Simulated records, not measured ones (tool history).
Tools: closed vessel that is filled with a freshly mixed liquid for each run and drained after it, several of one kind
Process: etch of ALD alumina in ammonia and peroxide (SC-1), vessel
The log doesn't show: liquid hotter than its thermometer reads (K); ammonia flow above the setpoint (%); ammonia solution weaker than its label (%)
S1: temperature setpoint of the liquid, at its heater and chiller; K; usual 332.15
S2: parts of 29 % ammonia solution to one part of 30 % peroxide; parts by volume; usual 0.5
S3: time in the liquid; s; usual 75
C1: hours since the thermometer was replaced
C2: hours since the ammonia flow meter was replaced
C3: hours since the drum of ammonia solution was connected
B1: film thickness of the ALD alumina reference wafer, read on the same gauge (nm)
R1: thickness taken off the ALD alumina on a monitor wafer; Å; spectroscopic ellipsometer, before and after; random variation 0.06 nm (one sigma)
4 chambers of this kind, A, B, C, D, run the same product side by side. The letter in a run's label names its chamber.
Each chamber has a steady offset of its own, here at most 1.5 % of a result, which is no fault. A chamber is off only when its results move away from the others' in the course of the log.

{"run": "1A", "day": 0.262, "S1": 332.15, "S2": 0.5, "S3": 75, "C1": 727.2, "C2": 462.7, "C3": 80.5, "B1": 130.02, "R1": 91.006}
{"run": "2C", "day": 0.508, "S1": 332.15, "S2": 0.5, "S3": 75, "C1": 254.0, "C2": 860.4, "C3": 370.6, "B1": 129.95, "R1": 89.551}
{"run": "3D", "day": 0.842, "S1": 332.15, "S2": 0.5, "S3": 75, "C1": 911.6, "C2": 477.5, "C3": 699.4, "B1": 129.97, "R1": 92.205}
{"day": 0.992, "done": "chamber D: new drum of ammonia solution connected"}
{"run": "4B", "day": 1.183, "S1": 332.15, "S2": 0.5, "S3": 75, "C1": 530.2, "C2": 904.1, "C3": 194.9, "B1": 129.99, "R1": 92.983}
{"run": "5C", "day": 1.412, "S1": 332.15, "S2": 0.5, "S3": 75, "C1": 275.7, "C2": 882.1, "C3": 392.3, "B1": 129.98, "R1": 90.012}
{"run": "6D", "day": 1.617, "S1": 332.15, "S2": 0.5, "S3": 75, "C1": 930.2, "C2": 496.1, "C3": 15.0, "B1": 129.98, "R1": 90.266}
{"run": "7B", "day": 1.958, "S1": 332.15, "S2": 0.5, "S3": 75, "C1": 548.8, "C2": 922.7, "C3": 213.5, "B1": 129.95, "R1": 91.067}
{"run": "8A", "day": 2.129, "S1": 332.15, "S2": 0.5, "S3": 75, "C1": 772.0, "C2": 507.5, "C3": 125.3, "B1": 130.02, "R1": 91.196}
{"run": "9B", "day": 2.388, "S1": 332.15, "S2": 0.5, "S3": 75, "C1": 559.1, "C2": 933.0, "C3": 223.8, "B1": 130.02, "R1": 91.855}
{"day": 2.579, "done": "chamber C: new drum of ammonia solution connected"}
{"run": "10C", "day": 2.604, "S1": 332.15, "S2": 0.5, "S3": 75, "C1": 304.3, "C2": 910.7, "C3": 0.6, "B1": 130.02, "R1": 90.685}
{"run": "11D", "day": 2.871, "S1": 332.15, "S2": 0.5, "S3": 75, "C1": 960.3, "C2": 526.2, "C3": 45.1, "B1": 129.99, "R1": 92.375}
{"run": "12A", "day": 3.121, "S1": 332.15, "S2": 0.5, "S3": 75, "C1": 795.8, "C2": 531.3, "C3": 149.1, "B1": 129.98, "R1": 92.043}
{"run": "13A", "day": 3.462, "S1": 332.15, "S2": 0.5, "S3": 75, "C1": 804.0, "C2": 539.5, "C3": 157.3, "B1": 130.0, "R1": 91.497}
{"run": "14B", "day": 3.754, "S1": 332.15, "S2": 0.5, "S3": 75, "C1": 591.9, "C2": 965.8, "C3": 256.6, "B1": 129.95, "R1": 90.845}
{"run": "15D", "day": 3.925, "S1": 332.15, "S2": 0.5, "S3": 75, "C1": 985.6, "C2": 551.5, "C3": 70.4, "B1": 130.03, "R1": 91.454}
{"run": "16C", "day": 4.138, "S1": 332.15, "S2": 0.5, "S3": 75, "C1": 341.1, "C2": 947.5, "C3": 37.4, "B1": 130.01, "R1": 93.803}
{"run": "17C", "day": 4.383, "S1": 332.15, "S2": 0.5, "S3": 75, "C1": 347.0, "C2": 953.4, "C3": 43.3, "B1": 129.99, "R1": 93.321}
{"run": "18A", "day": 4.542, "S1": 332.15, "S2": 0.5, "S3": 75, "C1": 829.9, "C2": 565.4, "C3": 183.2, "B1": 129.96, "R1": 91.39}
{"run": "19B", "day": 4.846, "S1": 337.15, "S2": 0.5, "S3": 95, "C1": 618.1, "C2": 992.0, "C3": 282.8, "B1": 129.98, "R1": 150.52}
{"run": "20D", "day": 5.171, "S1": 337.15, "S2": 0.5, "S3": 95, "C1": 1015.5, "C2": 581.4, "C3": 100.3, "B1": 130.03, "R1": 150.28}
{"run": "21A", "day": 5.5, "S1": 337.15, "S2": 0.5, "S3": 95, "C1": 852.9, "C2": 588.4, "C3": 206.2, "B1": 129.98, "R1": 149.21}
{"run": "22D", "day": 5.838, "S1": 337.15, "S2": 0.5, "S3": 95, "C1": 1031.5, "C2": 597.4, "C3": 116.3, "B1": 129.96, "R1": 151.47}
{"run": "23B", "day": 5.988, "S1": 332.15, "S2": 0.5, "S3": 75, "C1": 645.5, "C2": 1019.4, "C3": 310.2, "B1": 129.99, "R1": 92.204}
{"run": "24C", "day": 6.271, "S1": 332.15, "S2": 0.5, "S3": 75, "C1": 392.3, "C2": 998.7, "C3": 88.6, "B1": 130.03, "R1": 98.559}

What goes on in this fleet: one chamber off, a drifting gauge, or nothing beyond the chambers' own small offsets? Name the chamber and the cause, if any.

Chamber C drifts away from the others.
Cause: liquid hotter than its thermometer reads (K) = 1.43.

Here are 4 candidates for chamber C's next run, each the usual settings with a change, their results left as question marks. Which one brings its results back in line with what the others give on the usual settings?
In line means no further than this from the other chambers' mean on the usual settings: R1 2.100 Å
{"run": "25C-1", "day": 6.521, "S1": 332.15, "S2": 0.5, "S3": 80, "R1": "?"}
{"run": "25C-2", "day": 6.521, "S1": 331.65, "S2": 0.5, "S3": 75, "R1": "?"}
{"run": "25C-3", "day": 6.521, "S1": 331.15, "S2": 0.5, "S3": 75, "R1": "?"}
{"run": "25C-4", "day": 6.521, "S1": 332.65, "S2": 0.5, "S3": 75, "R1": "?"}

The other chambers' mean on the usual settings: R1 91.841 Å
run=25C-1 R1=104.190
run=25C-2 R1=95.156
run=25C-3 R1=92.691
run=25C-4 R1=100.210
25C-3 brings the chamber back in line.

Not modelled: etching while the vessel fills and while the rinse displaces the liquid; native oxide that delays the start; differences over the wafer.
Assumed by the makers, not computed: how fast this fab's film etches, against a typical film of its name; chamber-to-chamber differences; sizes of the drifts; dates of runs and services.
